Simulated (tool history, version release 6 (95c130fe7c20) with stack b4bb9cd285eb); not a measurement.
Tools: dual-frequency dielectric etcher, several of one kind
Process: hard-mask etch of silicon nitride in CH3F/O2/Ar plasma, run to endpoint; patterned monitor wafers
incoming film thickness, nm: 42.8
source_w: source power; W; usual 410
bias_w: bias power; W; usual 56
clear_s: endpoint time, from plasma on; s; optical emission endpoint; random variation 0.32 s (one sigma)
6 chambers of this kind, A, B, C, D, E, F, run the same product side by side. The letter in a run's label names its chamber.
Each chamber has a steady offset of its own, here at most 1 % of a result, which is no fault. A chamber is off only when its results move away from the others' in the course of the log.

run 1B hour=4.8 | source_w=410 bias_w=56 | clear_s=67.475
run 2C hour=9.2 | source_w=410 bias_w=56 | clear_s=66.645
run 3F hour=14.5 | source_w=410 bias_w=56 | clear_s=66.624
run 4A hour=18.4 | source_w=410 bias_w=56 | clear_s=66.537
run 5D hour=22.8 | source_w=410 bias_w=56 | clear_s=66.688
run 6E hour=26.6 | source_w=410 bias_w=56 | clear_s=66.101
run 7F hour=29.5 | source_w=410 bias_w=56 | clear_s=67.301
run 8C hour=33.9 | source_w=410 bias_w=56 | clear_s=66.942
run 9E hour=38.5 | source_w=440 bias_w=68 | clear_s=60.896
run 10B hour=43.9 | source_w=440 bias_w=68 | clear_s=61.366
run 11D hour=47.4 | source_w=440 bias_w=68 | clear_s=60.541
run 12A hour=51.5 | source_w=440 bias_w=68 | clear_s=60.589
run 13D hour=57.1 | source_w=440 bias_w=68 | clear_s=60.926
run 14E hour=61.6 | source_w=440 bias_w=68 | clear_s=60.792
run 15C hour=67.3 | source_w=460 bias_w=47 | clear_s=68.125
run 16F hour=72 | source_w=460 bias_w=47 | clear_s=67.496
run 17A hour=74.8 | source_w=460 bias_w=47 | clear_s=66.66
run 18B hour=78.1 | source_w=460 bias_w=47 | clear_s=68.095
run 19A hour=82.2 | source_w=460 bias_w=47 | clear_s=66.45
run 20E hour=87.6 | source_w=460 bias_w=47 | clear_s=67.434
run 21B hour=92.9 | source_w=410 bias_w=56 | clear_s=66.87
run 22F hour=95.9 | source_w=410 bias_w=56 | clear_s=67.047
run 23C hour=98.4 | source_w=410 bias_w=56 | clear_s=66.66
run 24D hour=101.6 | source_w=410 bias_w=56 | clear_s=66.478
-- hour=104 chamber A: wet clean of the chamber
run 25A hour=105.3 | source_w=410 bias_w=56 | clear_s=66.472
run 26E hour=110.4 | source_w=410 bias_w=56 | clear_s=66.29
-- hour=114.8 chamber B: wet clean of the chamber
run 27F hour=115.8 | source_w=410 bias_w=56 | clear_s=66.689
run 28B hour=120.6 | source_w=410 bias_w=56 | clear_s=67.327
run 29D hour=125.7 | source_w=480 bias_w=50 | clear_s=65.078
run 30C hour=128.4 | source_w=480 bias_w=50 | clear_s=65.235
run 31B hour=132.5 | source_w=480 bias_w=50 | clear_s=65.497
run 32E hour=137.1 | source_w=480 bias_w=50 | clear_s=64.946
run 33C hour=140 | source_w=480 bias_w=50 | clear_s=65.352
run 34A hour=144.5 | source_w=480 bias_w=50 | clear_s=64.954
run 35F hour=148.9 | source_w=410 bias_w=56 | clear_s=67.091
run 36D hour=151.5 | source_w=410 bias_w=56 | clear_s=66.697
run 37D hour=155 | source_w=410 bias_w=56 | clear_s=67.138

Next, every chamber runs the same settings. What will each give?
run 38A hour=159.1 | source_w=410 bias_w=56 | clear_s=?
run 38B hour=159.1 | source_w=410 bias_w=56 | clear_s=?
run 38C hour=159.1 | source_w=410 bias_w=56 | clear_s=?
run 38D hour=159.1 | source_w=410 bias_w=56 | clear_s=?
run 38E hour=159.1 | source_w=410 bias_w=56 | clear_s=?
run 38F hour=159.1 | source_w=410 bias_w=56 | clear_s=?

run=38A clear_s=66.132
run=38B clear_s=67.375
run=38C clear_s=67.033
run=38D clear_s=66.6
run=38E clear_s=66.491
run=38F clear_s=66.939
